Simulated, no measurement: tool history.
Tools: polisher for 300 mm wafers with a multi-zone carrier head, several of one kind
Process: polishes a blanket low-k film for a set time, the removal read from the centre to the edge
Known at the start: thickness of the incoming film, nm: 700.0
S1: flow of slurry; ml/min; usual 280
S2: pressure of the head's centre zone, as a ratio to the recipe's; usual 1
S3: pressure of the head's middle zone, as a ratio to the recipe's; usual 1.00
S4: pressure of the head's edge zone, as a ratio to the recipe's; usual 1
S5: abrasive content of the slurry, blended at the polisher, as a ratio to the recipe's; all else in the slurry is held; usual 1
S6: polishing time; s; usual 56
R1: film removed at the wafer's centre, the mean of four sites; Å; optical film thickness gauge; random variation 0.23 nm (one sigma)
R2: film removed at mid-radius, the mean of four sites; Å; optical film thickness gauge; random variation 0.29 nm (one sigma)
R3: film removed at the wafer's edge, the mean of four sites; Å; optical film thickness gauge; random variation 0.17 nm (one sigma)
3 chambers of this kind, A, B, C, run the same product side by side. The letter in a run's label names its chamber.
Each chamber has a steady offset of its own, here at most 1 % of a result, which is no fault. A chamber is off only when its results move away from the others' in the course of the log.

Run 1B, hour 3.2: usual settings. Result: R1 224.00 Å, R2 231.18 Å, R3 224.24 Å.
Run 2C, hour 8.4: usual settings. Result: R1 222.82 Å, R2 226.05 Å, R3 226.26 Å.
Run 3A, hour 12.6: usual settings. Result: R1 223.25 Å, R2 222.96 Å, R3 225.33 Å.
Run 4B, hour 17.3: usual settings. Result: R1 227.33 Å, R2 225.63 Å, R3 224.12 Å.
At hour 20.4: chamber C: worn pad replaced by a new one.
Run 5A, hour 21.7: usual settings. Result: R1 226.86 Å, R2 224.86 Å, R3 227.26 Å.
Run 6C, hour 25.8: usual settings. Result: R1 225.06 Å, R2 226.22 Å, R3 228.19 Å.
Run 7C, hour 29.8: usual settings. Result: R1 224.66 Å, R2 228.01 Å, R3 232.34 Å.
Run 8B, hour 35.2: usual settings. Result: R1 225.17 Å, R2 229.19 Å, R3 226.99 Å.
At hour 38.1: chamber B: worn pad replaced by a new one.
Run 9A, hour 38.9: usual settings. Result: R1 222.94 Å, R2 222.99 Å, R3 227.38 Å.
Run 10A, hour 44.7: usual settings. Result: R1 225.46 Å, R2 227.29 Å, R3 229.68 Å.
Run 11B, hour 49.7: usual settings. Result: R1 225.39 Å, R2 226.42 Å, R3 227.28 Å.
Run 12C, hour 54.3: usual settings. Result: R1 228.99 Å, R2 219.19 Å, R3 227.65 Å.
Run 13A, hour 58.3: usual settings. Result: R1 225.62 Å, R2 226.69 Å, R3 226.79 Å.
Run 14B, hour 63.2: usual settings. Result: R1 228.56 Å, R2 224.56 Å, R3 222.26 Å.
At hour 64.4: chamber A: worn pad replaced by a new one.
At hour 67.4: chamber A: centre zone pressure recalibrated.
Run 15C, hour 67.6: usual settings. Result: R1 220.64 Å, R2 226.59 Å, R3 227.75 Å.
Run 16C, hour 71.0: usual settings. Result: R1 221.87 Å, R2 229.58 Å, R3 232.38 Å.
Run 17A, hour 75.6: usual settings. Result: R1 237.47 Å, R2 224.34 Å, R3 226.03 Å.
Run 18B, hour 81.0: usual settings. Result: R1 222.38 Å, R2 230.44 Å, R3 226.64 Å.
At hour 81.3: chamber C: edge zone pressure recalibrated.
Run 19C, hour 85.9: usual settings. Result: R1 228.33 Å, R2 226.21 Å, R3 230.66 Å.
Run 20B, hour 91.7: usual settings. Result: R1 224.18 Å, R2 224.29 Å, R3 223.23 Å.
At hour 95.6: chamber C: worn pad replaced by a new one.
Run 21A, hour 95.6: usual settings. Result: R1 236.43 Å, R2 224.23 Å, R3 223.50 Å.
Run 22C, hour 101.1: usual settings. Result: R1 222.53 Å, R2 221.95 Å, R3 230.11 Å.
Run 23B, hour 106.6: usual settings but S1 320 ml/min, S3 0.89. Result: R1 229.10 Å, R2 206.49 Å, R3 225.43 Å.
Run 24A, hour 110.6: usual settings but S1 320 ml/min, S3 0.89. Result: R1 239.92 Å, R2 205.54 Å, R3 230.23 Å.

Is one chamber off against the others, does the gauge drift, or is nothing wrong? If a chamber is off, say which, and what the likeliest cause is.

A service left chamber A off against the others.
Cause: centre zone's pressure above its setpoint, % = 5.06.

Here are 4 candidates for chamber A's next run, each the usual settings with a change, their results left as question marks. Which one brings its results back in line with what the others give on the usual settings?
In line means no further than this from the other chambers' mean on the usual settings: R1 8.00 Å; R2 10.00 Å; R3 6.00 Å
Run 25A-1, hour 114.8: usual settings but S1 275 ml/min, S2 0.91, S3 1.03, S4 1.02, S6 55 s. Result: R1 ?, R2 ?, R3 ?.
Run 25A-2, hour 114.8: usual settings but S1 285 ml/min, S2 1.04, S3 0.98, S4 0.99. Result: R1 ?, R2 ?, R3 ?.
Run 25A-3, hour 114.8: usual settings but S1 285 ml/min, S2 1.09, S3 0.97, S4 0.98, S6 57 s. Result: R1 ?, R2 ?, R3 ?.
Run 25A-4, hour 114.8: usual settings but S1 275 ml/min, S2 0.96, S3 1.02, S4 1.01. Result: R1 ?, R2 ?, R3 ?.

The other chambers' mean on the usual settings: R1 225.19 Å; R2 227.14 Å; R3 226.38 Å
  run      R1      R2      R3
25A-1  209.95  226.01  223.74
25A-2  248.93  220.71  225.06
25A-3  266.78  222.52  227.88
25A-4  226.89  228.03  226.65
25A-4 brings the chamber back in line.
